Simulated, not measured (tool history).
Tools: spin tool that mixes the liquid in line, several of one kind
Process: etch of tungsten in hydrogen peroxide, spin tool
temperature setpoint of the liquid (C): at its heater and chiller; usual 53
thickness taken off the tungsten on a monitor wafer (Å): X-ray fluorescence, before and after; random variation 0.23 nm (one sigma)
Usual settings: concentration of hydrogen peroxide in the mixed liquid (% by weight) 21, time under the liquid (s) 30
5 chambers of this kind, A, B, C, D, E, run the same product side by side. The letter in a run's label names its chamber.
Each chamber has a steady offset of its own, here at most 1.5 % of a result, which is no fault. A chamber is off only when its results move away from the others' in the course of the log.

run	day	temperature setpoint of the liquid (C)	concentration of hydrogen peroxide in the mixed liquid (% by weight)	time under the liquid (s)	read-back film thickness of the tungsten reference wafer, read on the same gauge (nm)	thickness taken off the tungsten on a monitor wafer (Å)
1D	0.654	53	21	30	119.98	664.2
2E	1.05	53	21	30	119.95	664.23
3A	1.517	53	21	30	120	664.13
4B	2.067	53	21	30	120.05	678.2
5C	2.454	53	21	30	120.01	669.66
6C	2.917	53	19	40	120.03	841.49
7B	3.229	53	19	40	119.98	854.1
8E	3.796	53	19	40	120.02	843.35
9D	4.467	53	19	40	120	847.04
10A	5.129	53	19	40	120	845.81
11D	5.438	53	21	30	119.98	665.62
12C	5.95	43.5	15.5	30	120	315.66
13A	6.271	43.5	15.5	30	120.02	316.58
14E	6.912	43.5	15.5	30	120.01	319.66
# day 7.158: chamber C: new drum of peroxide connected
15B	7.233	43.5	15.5	30	120.01	316.98
# day 7.258: chamber E: new drum of peroxide connected
16C	7.825	43.5	15.5	30	120	317.32
# day 7.879: chamber E: heated supply line repaired
17A	8.192	53	21	30	120	665.2
18D	8.692	53	21	30	120	664.74
19B	9.133	43.5	21	30	119.99	369.25
# day 9.162: chamber B: new drum of peroxide connected
# day 9.525: chamber A: new drum of peroxide connected
20E	9.633	43.5	21	30	119.99	374.47
21E	9.962	43.5	21	30	119.95	373.37
22A	10.304	43.5	21	30	119.98	369.09
23D	10.962	43.5	21	30	119.98	373.36
24C	11.554	53	21	30	119.99	666.79
25B	11.996	53	21	30	120	673.9
26A	12.429	60.5	21	30	120.05	1029
27D	12.788	60.5	21	30	120	1037.8
28C	13.275	60.5	21	30	120	1032.2
29E	13.821	60.5	21	30	119.96	1046
30B	14.15	60.5	21	30	120.02	1058
31A	14.633	53	21	30	120.01	666.54
32B	15.183	53	21	30	120.01	676.47
33C	15.646	59	17	30	120.01	856.86
34E	15.979	59	17	30	119.96	868.07
35D	16.367	59	17	30	119.98	856.06
36A	16.804	59	17	30	119.97	858.96
37D	17.346	59	17	30	120.01	856.45
38E	17.817	53	21	30	120.01	684.99
39B	18.446	53	21	30	119.99	677.32
# day 18.562: chamber C: thermometer replaced
40C	18.754	53	21	30	119.99	672.16
41B	19.4	53	21	30	120.04	673.13
42C	20.062	53	21	30	119.97	662.97
43A	20.55	53	21	30	120.01	661.5

Is one chamber off against the others, does the gauge drift, or is nothing wrong? If a chamber is off, say which, and what the likeliest cause is.

Chamber E drifts away from the others.
Cause: liquid hotter than its thermometer reads (K) = 0.63.
The log may not tell that from: peroxide flow above the setpoint (%).

Here are 4 candidates for chamber E's next run, each the usual settings with a change, their results left as question marks. Which one brings its results back in line with what the others give on the usual settings?
In line means no further than this from the other chambers' mean on the usual settings: thickness taken off the tungsten on a monitor wafer (Å) 8.2
44E-1	21.033	53.5	21	30		?
44E-2	21.033	53	20.5	30		?
44E-3	21.033	52.5	21	30		?
44E-4	21.033	53	21.5	30		?

The other chambers' mean on the usual settings: thickness taken off the tungsten on a monitor wafer (Å) 667.71
run	thickness taken off the tungsten on a monitor wafer (Å)
44E-1	712.85
44E-2	683.72
44E-3	671.49
44E-4	699.95
44E-3 brings the chamber back in line.

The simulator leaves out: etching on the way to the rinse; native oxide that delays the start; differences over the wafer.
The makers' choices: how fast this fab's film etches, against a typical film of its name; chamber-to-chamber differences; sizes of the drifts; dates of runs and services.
